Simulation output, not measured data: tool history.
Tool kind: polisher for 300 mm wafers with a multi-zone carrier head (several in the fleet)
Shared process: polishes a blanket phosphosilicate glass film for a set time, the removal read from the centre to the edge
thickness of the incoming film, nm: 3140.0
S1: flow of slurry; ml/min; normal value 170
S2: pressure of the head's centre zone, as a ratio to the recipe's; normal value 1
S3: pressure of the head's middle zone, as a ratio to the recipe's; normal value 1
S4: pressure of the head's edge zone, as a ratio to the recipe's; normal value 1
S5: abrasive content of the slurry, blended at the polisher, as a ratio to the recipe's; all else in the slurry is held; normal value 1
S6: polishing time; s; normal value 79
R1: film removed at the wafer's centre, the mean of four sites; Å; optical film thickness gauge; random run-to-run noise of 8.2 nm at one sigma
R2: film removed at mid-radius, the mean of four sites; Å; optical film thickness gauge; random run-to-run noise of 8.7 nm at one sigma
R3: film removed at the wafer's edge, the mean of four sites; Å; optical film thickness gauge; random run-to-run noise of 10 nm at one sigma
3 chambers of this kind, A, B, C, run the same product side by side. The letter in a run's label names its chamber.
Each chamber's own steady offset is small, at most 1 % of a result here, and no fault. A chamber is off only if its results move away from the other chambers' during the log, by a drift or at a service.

run 1C hour=10.1 | S1=170 S2=1 S3=1 S4=1 S5=1 S6=79 | R1=7074.7 R2=7173.5 R3=6903.4
-- hour=16.7 chamber B: edge zone pressure recalibrated
-- hour=17.2 chamber C: edge zone pressure recalibrated
run 2A hour=23.2 | S1=170 S2=1 S3=1 S4=1 S5=1 S6=79 | R1=7041.5 R2=7076.2 R3=7084
run 3B hour=31 | S1=170 S2=1 S3=1 S4=1 S5=1 S6=79 | R1=7040 R2=6926.2 R3=6765.1
run 4C hour=44.7 | S1=170 S2=1 S3=1 S4=1 S5=1 S6=79 | R1=6894.6 R2=6996.9 R3=6958.5
-- hour=47.7 chamber B: worn pad replaced by a new one
run 5A hour=57.5 | S1=170 S2=1 S3=1 S4=1 S5=1 S6=79 | R1=7103 R2=6995.5 R3=6937.9
run 6B hour=71 | S1=170 S2=1 S3=1 S4=1 S5=1 S6=79 | R1=7095.5 R2=7057.4 R3=6938.2
-- hour=71.8 chamber A: worn pad replaced by a new one
run 7B hour=82.4 | S1=170 S2=1 S3=1 S4=1 S5=1 S6=79 | R1=6931.3 R2=6815.2 R3=6972.3
run 8A hour=89.4 | S1=170 S2=1 S3=1 S4=1 S5=1 S6=79 | R1=7039.2 R2=6940.3 R3=7004.4
run 9C hour=101 | S1=170 S2=1 S3=1 S4=1.08 S5=1 S6=79 | R1=7011.9 R2=7110.2 R3=7156.6
run 10C hour=111.8 | S1=170 S2=1 S3=1 S4=1.08 S5=1 S6=79 | R1=7065.3 R2=7110.9 R3=7123.5
-- hour=121.5 chamber A: slurry nozzle cleaned
run 11B hour=124.2 | S1=170 S2=1 S3=1 S4=1.08 S5=1 S6=79 | R1=6995.7 R2=7000 R3=7242.7
run 12A hour=132.5 | S1=170 S2=1 S3=1 S4=1 S5=1 S6=79 | R1=6908.8 R2=6943.8 R3=7180.6
run 13B hour=140.4 | S1=170 S2=0.96 S3=1 S4=1.11 S5=1 S6=79 | R1=6699 R2=6851.3 R3=7433.9
run 14A hour=154.7 | S1=170 S2=0.96 S3=1 S4=1.11 S5=1 S6=79 | R1=6822.5 R2=6976.1 R3=7269.1
run 15C hour=164.9 | S1=170 S2=0.96 S3=1 S4=1.11 S5=1 S6=79 | R1=6634.4 R2=6869.8 R3=7222.5
run 16A hour=172.5 | S1=170 S2=1 S3=1 S4=1 S5=1 S6=79 | R1=7158.6 R2=6940.6 R3=7099
-- hour=174 chamber A: edge zone pressure recalibrated
-- hour=177.4 chamber A: worn pad replaced by a new one
run 17C hour=185.9 | S1=170 S2=1 S3=1 S4=1 S5=1 S6=79 | R1=6817.2 R2=6703.5 R3=6809.6
-- hour=193.5 chamber B: slurry nozzle cleaned
run 18B hour=200.2 | S1=170 S2=1 S3=1 S4=1 S5=1 S6=79 | R1=7032.2 R2=6960.7 R3=6851.1
run 19B hour=210.7 | S1=170 S2=1 S3=1 S4=1 S5=1 S6=79 | R1=7027.5 R2=6990.8 R3=6918.6
run 20A hour=218.2 | S1=170 S2=1 S3=1 S4=1 S5=1 S6=79 | R1=7153.2 R2=6986.8 R3=6908.6
run 21C hour=225.1 | S1=170 S2=1 S3=1 S4=1 S5=1 S6=79 | R1=6815.3 R2=6672.1 R3=6710.2
-- hour=226.5 chamber B: worn pad replaced by a new one
run 22B hour=235.9 | S1=170 S2=1 S3=1 S4=1 S5=1 S6=79 | R1=7069.8 R2=6871 R3=7090.4
run 23A hour=248.4 | S1=170 S2=1 S3=1 S4=1 S5=1 S6=79 | R1=7215.8 R2=6930.6 R3=6872.7
run 24C hour=261.1 | S1=170 S2=1 S3=1 S4=1 S5=1 S6=79 | R1=6661.2 R2=6792.9 R3=6785.3
run 25C hour=270.9 | S1=170 S2=1 S3=1 S4=1 S5=1 S6=79 | R1=6653.1 R2=6779.3 R3=6790.3
run 26B hour=278.4 | S1=170 S2=1 S3=1 S4=1 S5=1 S6=79 | R1=6987.4 R2=6933.4 R3=7089.5
run 27A hour=285.3 | S1=170 S2=1 S3=1 S4=1 S5=1 S6=79 | R1=7147.8 R2=7087.1 R3=6856.4
-- hour=289.3 chamber A: worn pad replaced by a new one
run 28A hour=293.7 | S1=170 S2=1 S3=1 S4=1 S5=1 S6=79 | R1=7211.1 R2=6897.9 R3=7011.9
run 29C hour=304.2 | S1=170 S2=1 S3=1 S4=1 S5=1 S6=79 | R1=6768.1 R2=6708.6 R3=6746.4
run 30B hour=314.1 | S1=170 S2=1 S3=1 S4=1 S5=1 S6=79 | R1=6936.8 R2=6863.4 R3=6908.5
-- hour=321.7 chamber C: slurry nozzle cleaned
-- hour=324.2 chamber B: centre zone pressure recalibrated
run 31C hour=325.8 | S1=170 S2=1 S3=1 S4=1 S5=1 S6=79 | R1=6665.6 R2=6609.3 R3=6359.5
run 32A hour=336.8 | S1=170 S2=1 S3=1 S4=1 S5=1 S6=79 | R1=7035.1 R2=6995.7 R3=7043.2
run 33B hour=349.6 | S1=170 S2=1 S3=1 S4=1 S5=1 S6=79 | R1=7154.6 R2=6916.6 R3=6971
run 34C hour=361.8 | S1=170 S2=1 S3=1 S4=1 S5=1 S6=79 | R1=6594 R2=6497.7 R3=6539.6
run 35A hour=369.3 | S1=170 S2=1 S3=1 S4=1 S5=1 S6=79 | R1=7226.4 R2=6950.5 R3=7077.5

One chamber off, gauge drift, or nothing amiss beyond the chambers' own small offsets? If it is a chamber, which one, and what is the likeliest cause?

It is chamber C that slowly wanders off from its peers.
Likeliest cause: removal rate lost through wear of the pad, % = 7.85.

Here are 4 candidates for chamber C's next run, each the usual settings with a change, their results left as question marks. Which one brings its results back in line with what the others give on the usual settings?
Maximum distance from the other chambers' mean on the usual settings for a result to count as in line: R1 290 Å; R2 300 Å; R3 350 Å
run 36C-1 hour=379.6 | S1=170 S2=1 S3=0.99 S4=1.01 S5=1.05 S6=85 | R1=? R2=? R3=?
run 36C-2 hour=379.6 | S1=170 S2=1 S3=1.01 S4=0.99 S5=1 S6=73 | R1=? R2=? R3=?
run 36C-3 hour=379.6 | S1=170 S2=1.01 S3=0.98 S4=1.02 S5=1.05 S6=90 | R1=? R2=? R3=?
run 36C-4 hour=379.6 | S1=170 S2=1 S3=1.02 S4=0.98 S5=0.95 S6=69 | R1=? R2=? R3=?

The other chambers' mean on the usual settings: R1 7052.5 Å; R2 6949.5 Å; R3 7007.7 Å
run=36C-1 R1=7127.1 R2=7014.9 R3=7035.8
run=36C-2 R1=5989.2 R2=6003 R3=5848.2
run=36C-3 R1=7628.2 R2=7358.4 R3=7489.5
run=36C-4 R1=5529 R2=5591.6 R3=5369.1
36C-1 brings the chamber back in line.
